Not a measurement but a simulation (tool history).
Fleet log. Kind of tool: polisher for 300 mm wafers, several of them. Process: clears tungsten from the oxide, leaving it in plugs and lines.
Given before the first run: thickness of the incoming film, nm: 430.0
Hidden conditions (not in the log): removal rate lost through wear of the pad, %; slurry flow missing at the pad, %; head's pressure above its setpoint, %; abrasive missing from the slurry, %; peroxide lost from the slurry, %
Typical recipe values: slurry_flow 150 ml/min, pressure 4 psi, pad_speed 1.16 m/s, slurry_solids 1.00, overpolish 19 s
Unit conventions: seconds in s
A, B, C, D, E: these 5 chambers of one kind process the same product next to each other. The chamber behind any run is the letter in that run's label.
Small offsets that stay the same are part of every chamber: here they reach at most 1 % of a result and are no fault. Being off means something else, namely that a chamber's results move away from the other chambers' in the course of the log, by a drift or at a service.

run,hour,slurry_flow,pressure,pad_speed,slurry_solids,overpolish,wafers polished on this pad,hours since the slurry nozzle was cleaned,hours since the head pressure was calibrated,hours since the slurry blender was calibrated,hours since the slurry got fresh peroxide,seconds
# hour 9.7: chamber B: slurry tank refilled with fresh slurry and peroxide
1A,11.1,150,4,1.16,1.00,19,444,342.2,688.9,90.7,89.9,81.453
2B,17.9,150,4,1.16,1.00,19,156,381.4,512.6,98.6,8.2,80.831
# hour 27.1: chamber A: slurry blender recalibrated
3E,30.2,150,4,1.16,1.00,19,1084,452.9,775.1,349.5,64.1,79.090
4C,40.3,150,4,1.16,1.00,19,1020,809.9,238.7,98.2,46.0,79.427
# hour 44.6: chamber E: slurry tank refilled with fresh slurry and peroxide
5D,51.5,150,4,1.16,1.00,19,892,279.1,418.7,71.1,146.7,80.693
# hour 51.9: chamber D: slurry tank refilled with fresh slurry and peroxide
# hour 53.7: chamber C: worn pad replaced by a new one
# hour 57.2: chamber E: worn pad replaced by a new one
# hour 59.1: chamber C: slurry nozzle cleaned
6C,60.7,170,4,1.16,1.00,19,53,1.6,259.1,118.6,66.4,78.706
7D,73.4,170,4,1.16,1.00,19,1058,301.0,440.6,93.0,21.5,76.323
# hour 79.5: chamber E: slurry blender recalibrated
8E,81.1,170,4,1.16,1.00,19,182,503.8,826.0,1.6,36.6,78.082
# hour 87.8: chamber B: worn pad replaced by a new one
9B,91.3,170,4,1.16,1.00,19,27,454.8,586.0,172.0,81.6,77.404
10A,101.3,170,4,1.16,1.00,19,1130,432.4,779.1,74.2,180.1,79.939
# hour 109.0: chamber A: worn pad replaced by a new one
11D,110.4,150,4,1.16,1.00,19,1340,338.0,477.6,130.0,58.5,80.562
# hour 116.3: chamber C: slurry tank refilled with fresh slurry and peroxide
# hour 118.9: chamber D: worn pad replaced by a new one
12C,122.9,150,4,1.16,1.00,19,526,63.8,321.3,180.8,6.7,81.356
# hour 123.7: chamber E: slurry tank refilled with fresh slurry and peroxide
13B,134.8,150,4,1.16,1.00,19,357,498.3,629.5,215.5,125.1,82.312
# hour 137.1: chamber B: slurry tank refilled with fresh slurry and peroxide
14A,141.6,150,4,1.16,1.00,19,248,472.7,819.4,114.5,220.4,80.882
# hour 146.9: chamber A: slurry blender recalibrated
15E,149.6,150,4,1.16,1.00,19,702,572.3,894.5,70.1,26.0,82.394
# hour 155.5: chamber C: slurry blender recalibrated
# hour 158.6: chamber B: slurry nozzle cleaned
16A,159.6,150,4,1.16,1.00,19,384,490.7,837.4,12.7,238.4,80.354
# hour 161.1: chamber D: slurry blender recalibrated
17D,169.6,150,4,1.16,1.00,19,385,397.2,536.8,8.5,117.7,82.174
# hour 175.5: chamber B: worn pad replaced by a new one
18B,181.7,150,4,1.16,1.25,19,47,23.2,676.4,262.4,44.7,76.996
# hour 185.4: chamber B: head pressure recalibrated
19C,189.0,150,4,1.16,1.25,19,1028,129.9,387.4,33.5,72.8,76.715
# hour 193.8: chamber D: slurry tank refilled with fresh slurry and peroxide
20E,196.1,150,4,1.16,1.25,19,1055,618.8,941.0,116.6,72.5,76.828
21E,203.6,150,4,1.16,1.25,19,1112,626.3,948.5,124.1,80.0,76.204
# hour 205.4: chamber E: slurry tank refilled with fresh slurry and peroxide
# hour 212.8: chamber C: worn pad replaced by a new one
# hour 213.1: chamber B: slurry blender recalibrated
# hour 214.4: chamber D: slurry nozzle cleaned
22B,216.2,150,4,1.16,1.25,19,309,57.7,30.9,3.1,79.2,75.841
23A,223.0,150,4,1.16,1.00,19,866,554.1,900.8,76.1,301.8,84.997
# hour 223.6: chamber E: worn pad replaced by a new one
# hour 226.6: chamber C: head pressure recalibrated
24C,234.7,150,4,1.16,1.00,19,166,175.6,8.1,79.2,118.5,81.111
# hour 243.4: chamber B: slurry tank refilled with fresh slurry and peroxide
25D,243.8,150,4,1.16,1.00,19,949,29.4,611.0,82.7,50.1,79.673
# hour 245.8: chamber C: slurry tank refilled with fresh slurry and peroxide
26E,256.0,150,4,1.16,1.00,19,246,678.7,1000.9,176.5,50.6,80.771
# hour 261.3: chamber A: slurry blender recalibrated
27C,266.8,150,4,1.16,1.00,19,410,207.7,40.2,111.3,21.0,79.777
# hour 271.6: chamber B: worn pad replaced by a new one
28A,277.3,150,4,1.16,1.00,19,1278,608.4,955.1,16.1,356.1,85.142
# hour 280.1: chamber A: head pressure recalibrated
29B,285.2,150,4,1.16,1.00,19,103,126.7,99.9,72.1,41.8,81.253
# hour 285.5: chamber A: worn pad replaced by a new one
# hour 289.2: chamber E: slurry tank refilled with fresh slurry and peroxide
# hour 290.7: chamber E: head pressure recalibrated
30D,292.0,150,4,1.16,1.00,19,1315,77.6,659.2,130.9,98.3,80.757
# hour 297.0: chamber D: worn pad replaced by a new one
31E,298.6,150,4,1.16,1.00,19,570,721.3,7.9,219.1,9.4,82.061
32D,307.3,150,4,1.16,1.00,19,78,92.9,674.5,146.2,113.6,79.578
33A,313.9,150,4,1.16,1.00,19,215,645.0,33.9,52.7,392.7,85.908
34B,326.1,150,4,1.16,1.00,19,414,167.6,140.8,113.0,82.7,80.979
# hour 331.8: chamber D: slurry tank refilled with fresh slurry and peroxide
35C,334.2,150,4,1.16,1.00,19,922,275.1,107.6,178.7,88.4,81.318
36A,345.6,150,4,1.16,1.00,19,456,676.7,65.6,84.4,424.4,86.996
37D,357.2,150,4,1.16,1.00,19,457,142.8,724.4,196.1,25.5,80.321
# hour 359.9: chamber E: slurry tank refilled with fresh slurry and peroxide
38E,367.3,150,4,1.16,1.00,19,1091,790.0,76.6,287.8,7.5,82.191

Decide between three cases: one chamber stands off from its peers, the gauge reading all wafers drifts, or nothing is wrong past each chamber's small offset. Where a chamber is off, say which and what most likely put it there.

Little by little, chamber A moves away from the other chambers.
What lies behind it: peroxide lost from the slurry, % = 18.6.
Not necessarily distinguishable in this log from: slurry flow missing at the pad, %.

Chamber A could run next with any of the 4 candidate recipes listed below; each alters the usual settings, and their results appear as question marks. Which one brings its results back in line with what the other chambers deliver on the usual settings?
Allowed miss from the other chambers' usual-settings mean, per result, to count as in line: seconds 3.700 s
39A-1,376.4,150,4.0,1.06,1.00,19,,,,,,?
39A-2,376.4,150,4.2,1.20,1.00,19,,,,,,?
39A-3,376.4,150,4.0,0.98,0.95,19,,,,,,?
39A-4,376.4,150,4.7,1.16,1.00,19,,,,,,?

What the other chambers average on the usual settings: seconds 80.939 s
run,seconds
39A-1,95.960
39A-2,80.792
39A-3,104.940
39A-4,74.583
With 39A-2, the chamber falls back in line with the rest.
